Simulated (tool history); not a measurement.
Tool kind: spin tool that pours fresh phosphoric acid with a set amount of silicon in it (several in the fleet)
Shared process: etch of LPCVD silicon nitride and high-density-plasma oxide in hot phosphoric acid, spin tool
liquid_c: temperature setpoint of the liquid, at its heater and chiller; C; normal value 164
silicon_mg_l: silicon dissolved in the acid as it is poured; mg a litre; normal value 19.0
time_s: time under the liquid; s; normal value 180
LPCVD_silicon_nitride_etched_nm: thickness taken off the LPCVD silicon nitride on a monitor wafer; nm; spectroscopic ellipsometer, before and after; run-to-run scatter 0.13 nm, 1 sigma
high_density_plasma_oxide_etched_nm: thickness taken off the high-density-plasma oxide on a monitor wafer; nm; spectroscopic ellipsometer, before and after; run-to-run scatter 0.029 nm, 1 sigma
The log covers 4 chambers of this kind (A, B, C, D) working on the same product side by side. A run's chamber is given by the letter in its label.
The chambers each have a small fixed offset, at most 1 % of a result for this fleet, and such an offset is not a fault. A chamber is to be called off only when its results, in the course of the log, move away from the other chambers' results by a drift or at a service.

run   hour  liquid_c  silicon_mg_l  time_s  hours since the thermometer was replaced  hours since the dissolved silicon flow meter was replaced  hours since the heated supply line was repaired  read-back film thickness of the LPCVD silicon nitride reference wafer, read on the same gauge (nm)  read-back film thickness of the high-density-plasma oxide reference wafer, read on the same gauge (nm)  LPCVD_silicon_nitride_etched_nm  high_density_plasma_oxide_etched_nm
 1B    8.1       164          19.0     180                                     603.3                                                       46.2                                           1091.2                                                                                              29.969                                                                                                  60.002                          18.4710                              0.52720
      13.9  -- chamber A: heated supply line repaired
 2C   16.4       164          19.0     180                                    2454.3                                                      587.0                                            967.7                                                                                              29.992                                                                                                  60.010                          18.6430                              0.44533
 3D   24.0       164          19.0     180                                      48.2                                                      714.2                                           1726.0                                                                                              29.986                                                                                                  60.011                          18.3690                              0.51004
 4A   34.4       164          19.0     180                                    1218.3                                                      981.6                                             20.5                                                                                              30.006                                                                                                  60.009                          18.3130                              0.44581
 5B   40.9       164          19.0     180                                     636.1                                                       79.0                                           1124.0                                                                                              30.028                                                                                                  60.003                          18.4560                              0.44346
 6D   48.1       164          19.0     180                                      72.3                                                      738.3                                           1750.1                                                                                              30.010                                                                                                  60.013                          18.3370                              0.49737
 7C   60.6       164          19.0     180                                    2498.5                                                      631.2                                           1011.9                                                                                              30.076                                                                                                  59.975                          18.5100                              0.45030
 8A   72.6       164          19.0     180                                    1256.5                                                     1019.8                                             58.7                                                                                              30.007                                                                                                  59.987                          18.5610                              0.49510
 9A   82.8       164          26.0      80                                    1266.7                                                     1030.0                                             68.9                                                                                              29.982                                                                                                  60.027                           8.1760                              0.18997
10D   91.8       164          26.0      80                                     116.0                                                      782.0                                           1793.8                                                                                              30.000                                                                                                  60.000                           8.2593                              0.18594
11B  100.8       164          26.0      80                                     696.0                                                      138.9                                           1183.9                                                                                              29.971                                                                                                  59.997                           8.2019                              0.18924
12C  107.6       164          26.0      80                                    2545.5                                                      678.2                                           1058.9                                                                                              29.979                                                                                                  60.011                           8.2446                              0.16942
13A  113.8       164          19.0     180                                    1297.7                                                     1061.0                                             99.9                                                                                              30.007                                                                                                  60.007                          18.5120                              0.51506
14C  125.1       164          19.0     180                                    2563.0                                                      695.7                                           1076.4                                                                                              30.038                                                                                                  59.989                          18.6580                              0.57103
15B  131.2       164          19.0     180                                     726.4                                                      169.3                                           1214.3                                                                                              30.044                                                                                                  60.006                          18.2410                              0.47638
16D  139.8       164          19.0     180                                     164.0                                                      830.0                                           1841.8                                                                                              29.972                                                                                                  60.013                          18.5380                              0.46680
17D  151.9       164          19.0     180                                     176.1                                                      842.1                                           1853.9                                                                                              29.997                                                                                                  60.036                          18.2080                              0.51498
18C  165.3       164          19.0     180                                    2603.2                                                      735.9                                           1116.6                                                                                              29.991                                                                                                  60.027                          18.4330                              0.46731
19B  174.5       164          19.0     180                                     769.7                                                      212.6                                           1257.6                                                                                              29.971                                                                                                  60.025                          18.4800                              0.47142
20A  186.9       164          19.0     180                                    1370.8                                                     1134.1                                            173.0                                                                                              29.988                                                                                                  59.993                          18.4940                              0.53036
21A  199.7       164          19.0     180                                    1383.6                                                     1146.9                                            185.8                                                                                              29.966                                                                                                  60.018                          18.3960                              0.49357
22B  210.4       164          19.0     180                                     805.6                                                      248.5                                           1293.5                                                                                              29.966                                                                                                  60.007                          18.2860                              0.49328
23C  219.2       164          19.0     180                                    2657.1                                                      789.8                                           1170.5                                                                                              30.001                                                                                                  59.974                          18.4230                              0.47272
24D  231.6       164          19.0     180                                     255.8                                                      921.8                                           1933.6                                                                                              30.019                                                                                                  60.016                          18.6240                              0.41664
25D  237.7       164          19.0     180                                     261.9                                                      927.9                                           1939.7                                                                                              29.978                                                                                                  60.010                          18.2240                              0.47132
26C  244.4       164          19.0     180                                    2682.3                                                      815.0                                           1195.7                                                                                              29.995                                                                                                  60.010                          18.5150                              0.49400
27A  252.2       164          19.0     180                                    1436.1                                                     1199.4                                            238.3                                                                                              30.000                                                                                                  60.000                          18.2860                              0.48129
     255.4  -- chamber B: thermometer replaced
28B  265.5       164          19.0     180                                      10.1                                                      303.6                                           1348.6                                                                                              29.982                                                                                                  59.991                          18.1970                              0.51537
29B  278.5       164          19.0     180                                      23.1                                                      316.6                                           1361.6                                                                                              29.999                                                                                                  59.991                          18.4180                              0.52613
30C  285.8       164          19.0     180                                    2723.7                                                      856.4                                           1237.1                                                                                              29.977                                                                                                  60.017                          18.5410                              0.48499
31D  295.9       164          27.5      75                                     320.1                                                      986.1                                           1997.9                                                                                              30.016                                                                                                  59.993                           7.6125                              0.14973

Each of the 4 chambers runs these same settings next. Fill in every chamber's results:
32A  305.8       164          29.5     180                                                                                                                                                                                                                                                                                                                                                                                                  ?                                    ?
32B  305.8       164          29.5     180                                                                                                                                                                                                                                                                                                                                                                                                  ?                                    ?
32C  305.8       164          29.5     180                                                                                                                                                                                                                                                                                                                                                                                                  ?                                    ?
32D  305.8       164          29.5     180                                                                                                                                                                                                                                                                                                                                                                                                  ?                                    ?

run  LPCVD_silicon_nitride_etched_nm  high_density_plasma_oxide_etched_nm
32A                          18.4850                              0.32293
32B                          18.3330                              0.34544
32C                          18.4460                              0.34084
32D                          18.3810                              0.31832
